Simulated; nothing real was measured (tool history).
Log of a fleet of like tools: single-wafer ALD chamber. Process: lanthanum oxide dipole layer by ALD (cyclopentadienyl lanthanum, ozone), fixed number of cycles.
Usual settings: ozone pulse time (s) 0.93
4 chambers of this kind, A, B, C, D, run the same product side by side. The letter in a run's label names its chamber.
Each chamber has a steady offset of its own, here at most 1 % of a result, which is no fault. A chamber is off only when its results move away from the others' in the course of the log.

run   hour  ozone pulse time (s)  hours since the last thermocouple change  hours since the last ozone generator service  read-back reference wafer on the same gauge, thickness_nm  mean film thickness on the monitor wafer (angstrom)
 1B    7.1                  0.93                                     849.8                                         864.9                                                    0.41125                                               4.8663
 2D   15.0                  0.93                                     828.2                                         762.2                                                    0.41115                                               4.8955
 3C   22.6                  0.93                                     812.0                                         840.4                                                    0.41066                                               4.8390
 4A   30.5                  0.93                                    1072.0                                          34.0                                                    0.41109                                               4.8485
 5B   37.5                  0.93                                     880.2                                         895.3                                                    0.41118                                               4.8641
 6D   45.2                  1.17                                     858.4                                         792.4                                                    0.41084                                               5.2388
 7C   50.7                  1.17                                     840.1                                         868.5                                                    0.41100                                               5.2339
 8A   57.9                  1.17                                    1099.4                                          61.4                                                    0.41080                                               5.1879
 9B   66.9                  1.17                                     909.6                                         924.7                                                    0.41091                                               5.2296
10C   74.6                  0.93                                     864.0                                         892.4                                                    0.41085                                               4.8528
11D   79.2                  0.93                                     892.4                                         826.4                                                    0.41074                                               4.8577
12A   88.1                  0.93                                    1129.6                                          91.6                                                    0.41088                                               4.8556
13A   92.6                  0.93                                    1134.1                                          96.1                                                    0.41108                                               4.8196
14C  100.7                  0.93                                     890.1                                         918.5                                                    0.41126                                               4.8642
15B  108.7                  0.93                                     951.4                                         966.5                                                    0.41116                                               4.8409
     110.6  -- chamber B: thermocouple changed; heater temperature recalibrated
16D  116.9                  0.93                                     930.1                                         864.1                                                    0.41082                                               4.8703
17C  124.6                  0.93                                     914.0                                         942.4                                                    0.41119                                               4.8776
18A  132.2                  0.93                                    1173.7                                         135.7                                                    0.41111                                               4.8440
19B  140.1                  1.13                                      29.6                                         997.9                                                    0.41103                                               5.1522
20D  147.0                  1.13                                     960.2                                         894.2                                                    0.41115                                               5.1800
21B  155.9                  1.13                                      45.4                                        1013.7                                                    0.41111                                               5.0864
22A  163.2                  1.13                                    1204.7                                         166.7                                                    0.41077                                               5.1595
23C  170.7                  0.93                                     960.1                                         988.5                                                    0.41091                                               4.8459
24D  176.4                  0.93                                     989.6                                         923.6                                                    0.41063                                               4.8818
25B  182.1                  0.93                                      71.6                                        1039.9                                                    0.41066                                               4.7369
26A  188.8                  0.93                                    1230.3                                         192.3                                                    0.41159                                               4.8295
27D  193.7                  0.93                                    1006.9                                         940.9                                                    0.41097                                               4.8904
28C  202.8                  0.93                                     992.2                                        1020.6                                                    0.41100                                               4.8515
29C  208.2                  0.93                                     997.6                                        1026.0                                                    0.41074                                               4.8452
30A  217.2                  0.93                                    1258.7                                         220.7                                                    0.41107                                               4.8246
31B  223.0                  0.93                                     112.5                                        1080.8                                                    0.41092                                               4.6998
32D  230.4                  0.93                                    1043.6                                         977.6                                                    0.41135                                               4.8736
33A  235.7                  0.93                                    1277.2                                         239.2                                                    0.41132                                               4.8720
34B  243.8                  0.93                                     133.3                                        1101.6                                                    0.41115                                               4.7394
35C  247.8                  0.93                                    1037.2                                        1065.6                                                    0.41084                                               4.8417
36D  256.2                  0.79                                    1069.4                                        1003.4                                                    0.41095                                               4.5766
37A  261.8                  0.79                                    1303.3                                         265.3                                                    0.41106                                               4.5802
38B  265.8                  0.79                                     155.3                                        1123.6                                                    0.41119                                               4.3733
39D  272.6                  0.79                                    1085.8                                        1019.8                                                    0.41084                                               4.5764
40C  279.9                  0.93                                    1069.3                                        1097.7                                                    0.41063                                               4.8259

Next, every chamber runs the same settings. What will each give?
41A  286.5                  0.93                                                                                                                                                                                                       ?
41B  286.5                  0.93                                                                                                                                                                                                       ?
41C  286.5                  0.93                                                                                                                                                                                                       ?
41D  286.5                  0.93                                                                                                                                                                                                       ?

run  mean film thickness on the monitor wafer (angstrom)
41A                                               4.8435
41B                                               4.6499
41C                                               4.8619
41D                                               4.8514
